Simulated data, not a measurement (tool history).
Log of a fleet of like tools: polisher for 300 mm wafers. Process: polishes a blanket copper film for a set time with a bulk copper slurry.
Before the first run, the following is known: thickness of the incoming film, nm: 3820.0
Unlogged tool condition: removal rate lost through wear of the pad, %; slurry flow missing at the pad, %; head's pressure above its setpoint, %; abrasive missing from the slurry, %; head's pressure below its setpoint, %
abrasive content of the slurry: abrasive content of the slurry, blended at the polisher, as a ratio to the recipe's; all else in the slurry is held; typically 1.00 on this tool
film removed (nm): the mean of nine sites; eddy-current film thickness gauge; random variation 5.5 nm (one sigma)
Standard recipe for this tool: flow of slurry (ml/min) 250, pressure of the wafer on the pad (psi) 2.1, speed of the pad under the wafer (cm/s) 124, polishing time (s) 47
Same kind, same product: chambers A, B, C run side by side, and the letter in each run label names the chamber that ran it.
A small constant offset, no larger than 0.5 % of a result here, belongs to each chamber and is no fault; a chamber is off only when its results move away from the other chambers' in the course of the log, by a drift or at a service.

run	hour	flow of slurry (ml/min)	pressure of the wafer on the pad (psi)	speed of the pad under the wafer (cm/s)	abrasive content of the slurry	polishing time (s)	wafers polished on this pad	hours since the slurry nozzle was cleaned	hours since the head pressure was calibrated	hours since the slurry blender was calibrated	film removed (nm)
# hour 6.0: chamber A: slurry blender recalibrated
1B	10.6	250	2.1	124	1.00	47	347	146.7	90.8	70.5	402.91
2C	17.0	250	2.1	124	1.00	47	417	750.9	167.8	342.4	403.72
3A	25.4	250	2.1	124	1.00	47	838	685.6	247.5	19.5	387.23
# hour 28.8: chamber A: worn pad replaced by a new one
4B	38.4	250	2.1	124	1.00	47	634	174.5	118.6	98.3	405.12
# hour 45.6: chamber C: worn pad replaced by a new one
5A	49.0	250	2.1	124	1.00	47	208	709.2	271.1	43.1	404.84
# hour 60.8: chamber C: slurry nozzle cleaned
6C	62.9	250	2.1	124	1.00	47	178	2.1	213.7	388.3	401.29
# hour 65.3: chamber C: slurry blender recalibrated
7B	70.4	250	2.1	124	1.00	47	963	206.5	150.6	130.3	403.38
8A	83.0	250	2.1	124	1.00	47	558	743.2	305.1	77.1	405.53
# hour 92.6: chamber A: slurry nozzle cleaned
9C	94.4	250	2.1	144	1.00	47	502	33.6	245.2	29.2	471.72
10A	106.2	250	2.1	144	1.00	47	797	13.6	328.3	100.3	464.15
# hour 115.1: chamber C: worn pad replaced by a new one
11B	119.6	250	2.1	144	1.00	47	1470	255.7	199.8	179.5	455.21
12C	128.7	250	2.1	124	1.00	47	141	67.9	279.5	63.5	393.56
# hour 129.3: chamber A: worn pad replaced by a new one
13B	138.5	250	2.1	124	1.00	47	1664	274.6	218.7	198.4	388.40
14A	146.7	250	2.1	124	1.00	47	179	54.1	368.8	140.8	395.35
15C	155.8	250	2.1	124	1.00	47	420	95.0	306.6	90.6	398.11
# hour 167.0: chamber A: head pressure recalibrated
16B	167.8	250	2.1	124	1.00	47	1966	303.9	248.0	227.7	385.77
# hour 179.4: chamber C: worn pad replaced by a new one
17C	180.6	250	2.1	124	1.00	47	12	119.8	331.4	115.4	400.80
18A	187.4	250	2.1	124	1.00	47	598	94.8	20.5	181.5	402.77
19B	201.8	250	2.1	124	0.85	47	2316	337.9	282.0	261.7	359.15
20A	208.2	250	2.1	124	0.85	47	812	115.6	41.3	202.3	388.61
21C	219.8	250	2.1	124	0.85	47	416	159.0	370.6	154.6	388.01
22C	231.6	250	2.1	124	1.00	47	537	170.8	382.4	166.4	404.32

All chambers now run identical settings, listed one chamber a line with results as question marks. What results will each chamber show?
23A	242.2	250	2.1	124	1.00	47					?
23B	242.2	250	2.1	124	1.00	47					?
23C	242.2	250	2.1	124	1.00	47					?

run	film removed (nm)
23A	409.01
23B	361.38
23C	401.63
